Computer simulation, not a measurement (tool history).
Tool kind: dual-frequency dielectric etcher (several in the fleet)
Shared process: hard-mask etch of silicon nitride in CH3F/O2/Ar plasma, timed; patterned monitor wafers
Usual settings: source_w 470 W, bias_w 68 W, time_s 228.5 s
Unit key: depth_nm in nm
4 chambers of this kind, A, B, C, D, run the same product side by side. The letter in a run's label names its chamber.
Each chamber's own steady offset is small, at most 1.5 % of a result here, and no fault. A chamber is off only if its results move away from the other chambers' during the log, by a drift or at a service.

| run | hour | source_w | bias_w | time_s | hours since the last wet clean | hours since the last source power generator calibration | hours since the last bias power generator calibration | read-back reference wafer on the same gauge, depth_nm | depth_nm |
|---|---|---|---|---|---|---|---|---|---|
| 1C | 4.7 | 470 | 68 | 228.5 | 294.8 | 4439.9 | 4703.4 | 185.95 | 166.75 |
| 2A | 9.5 | 470 | 68 | 228.5 | 91.1 | 1196.1 | 2480.1 | 185.97 | 165.05 |
| 3D | 17.3 | 470 | 68 | 228.5 | 348 | 311.9 | 1601 | 186.01 | 166.95 |
| 4B | 25.1 | 470 | 68 | 228.5 | 269.3 | 2177.6 | 3346.2 | 186.28 | 163.81 |
| 5C | 29.1 | 470 | 68 | 228.5 | 319.2 | 4464.3 | 4727.8 | 185.75 | 169.43 |
|  | 31.4 | chamber C: bias power generator calibrated |
| 6D | 33.2 | 470 | 68 | 228.5 | 363.9 | 327.8 | 1616.9 | 185.88 | 166.67 |
| 7B | 40.7 | 470 | 68 | 228.5 | 284.9 | 2193.2 | 3361.8 | 186.16 | 164.24 |
| 8A | 47.6 | 470 | 68 | 228.5 | 129.2 | 1234.2 | 2518.2 | 185.95 | 166.01 |
| 9A | 51.3 | 410 | 68 | 228.5 | 132.9 | 1237.9 | 2521.9 | 186.09 | 157.03 |
| 10C | 55.5 | 410 | 68 | 228.5 | 345.6 | 4490.7 | 24.1 | 186.1 | 159.99 |
| 11D | 59.6 | 410 | 68 | 228.5 | 390.3 | 354.2 | 1643.3 | 185.86 | 158.92 |
| 12B | 63.6 | 410 | 68 | 228.5 | 307.8 | 2216.1 | 3384.7 | 186.22 | 155.52 |
|  | 66.4 | chamber D: wet clean of the chamber |
| 13B | 71.3 | 470 | 68 | 228.5 | 315.5 | 2223.8 | 3392.4 | 185.99 | 165.87 |
| 14C | 78 | 470 | 68 | 228.5 | 368.1 | 4513.2 | 46.6 | 186.08 | 167.99 |
|  | 80.1 | chamber B: wet clean of the chamber |
| 15A | 83.2 | 470 | 68 | 228.5 | 164.8 | 1269.8 | 2553.8 | 185.78 | 166.39 |
| 16D | 88.7 | 580 | 68 | 281 | 22.3 | 383.3 | 1672.4 | 186.13 | 219.98 |
| 17B | 95.5 | 580 | 68 | 281 | 15.4 | 2248 | 3416.6 | 186.08 | 209.75 |
| 18A | 100.2 | 580 | 68 | 281 | 181.8 | 1286.8 | 2570.8 | 186.12 | 223.7 |
| 19C | 104.3 | 580 | 68 | 281 | 394.4 | 4539.5 | 72.9 | 186.11 | 223 |
| 20D | 112 | 470 | 68 | 228.5 | 45.6 | 406.6 | 1695.7 | 186.18 | 166.71 |
|  | 115 | chamber C: wet clean of the chamber |
| 21C | 115.4 | 470 | 68 | 228.5 | 0.5 | 4550.6 | 84 | 185.94 | 165.37 |
| 22B | 119.9 | 470 | 68 | 228.5 | 39.8 | 2272.4 | 3441 | 185.96 | 157.69 |
| 23D | 123.6 | 470 | 68 | 228.5 | 57.2 | 418.2 | 1707.3 | 186.03 | 166.11 |
| 24A | 128.1 | 510 | 68 | 228.5 | 209.7 | 1314.7 | 2598.7 | 186.06 | 172.09 |
| 25B | 135 | 510 | 68 | 228.5 | 54.9 | 2287.5 | 3456.1 | 185.9 | 161.12 |
| 26C | 138.8 | 510 | 68 | 228.5 | 23.9 | 4574 | 107.4 | 185.96 | 173.95 |
| 27A | 143 | 510 | 68 | 228.5 | 224.6 | 1329.6 | 2613.6 | 186.04 | 170.25 |
| 28D | 149.5 | 470 | 56 | 228.5 | 83.1 | 444.1 | 1733.2 | 186.24 | 156.75 |
| 29C | 155.3 | 470 | 56 | 228.5 | 40.4 | 4590.5 | 123.9 | 185.97 | 158.26 |
| 30A | 160.8 | 470 | 56 | 228.5 | 242.4 | 1347.4 | 2631.4 | 185.99 | 154.08 |
| 31B | 167.8 | 470 | 56 | 228.5 | 87.7 | 2320.3 | 3488.9 | 186.18 | 148.03 |
| 32D | 173.9 | 470 | 68 | 228.5 | 107.5 | 468.5 | 1757.6 | 186.05 | 165.55 |
| 33A | 178.8 | 470 | 68 | 228.5 | 260.4 | 1365.4 | 2649.4 | 186.06 | 166.75 |
| 34C | 182.6 | 470 | 68 | 228.5 | 67.7 | 4617.8 | 151.2 | 185.82 | 167.5 |
| 35B | 189.3 | 470 | 68 | 228.5 | 109.2 | 2341.8 | 3510.4 | 185.97 | 154.59 |
| 36D | 196.6 | 580 | 68 | 228.5 | 130.2 | 491.2 | 1780.3 | 185.89 | 181.57 |
| 37A | 200.1 | 580 | 68 | 228.5 | 281.7 | 1386.7 | 2670.7 | 186.04 | 178.55 |
| 38D | 205.4 | 580 | 68 | 228.5 | 139 | 500 | 1789.1 | 185.96 | 181.15 |
| 39C | 209 | 580 | 68 | 228.5 | 94.1 | 4644.2 | 177.6 | 185.78 | 180.9 |

What goes on in this fleet: one chamber off, a drifting gauge, or nothing beyond the chambers' own small offsets? Name the chamber and the cause, if any.

Chamber B has stood off from the others ever since a service on it.
Cause: etch rate under this chamber's usual, % = 4.47.

Below are 4 candidate recipes for chamber B's next run, each the usual settings with a change, their results shown as question marks. Which of them brings B's results back in line with what the other chambers give on the usual settings?
Allowed miss from the other chambers' usual-settings mean, per result, to count as in line: depth_nm 3.2 nm
| 40B-1 | 214.6 | 470 | 68 | 242 |  |  |  |  | ? |
| 40B-2 | 214.6 | 460 | 67 | 217 |  |  |  |  | ? |
| 40B-3 | 214.6 | 620 | 68 | 228.5 |  |  |  |  | ? |
| 40B-4 | 214.6 | 470 | 67 | 207.5 |  |  |  |  | ? |

On the usual settings, the other chambers give on average: depth_nm 166.68 nm
| run | depth_nm |
|---|---|
| 40B-1 | 165.57 |
| 40B-2 | 146.55 |
| 40B-3 | 173.64 |
| 40B-4 | 141.27 |
40B-1 is the one that brings the chamber's results back in line with the other chambers.

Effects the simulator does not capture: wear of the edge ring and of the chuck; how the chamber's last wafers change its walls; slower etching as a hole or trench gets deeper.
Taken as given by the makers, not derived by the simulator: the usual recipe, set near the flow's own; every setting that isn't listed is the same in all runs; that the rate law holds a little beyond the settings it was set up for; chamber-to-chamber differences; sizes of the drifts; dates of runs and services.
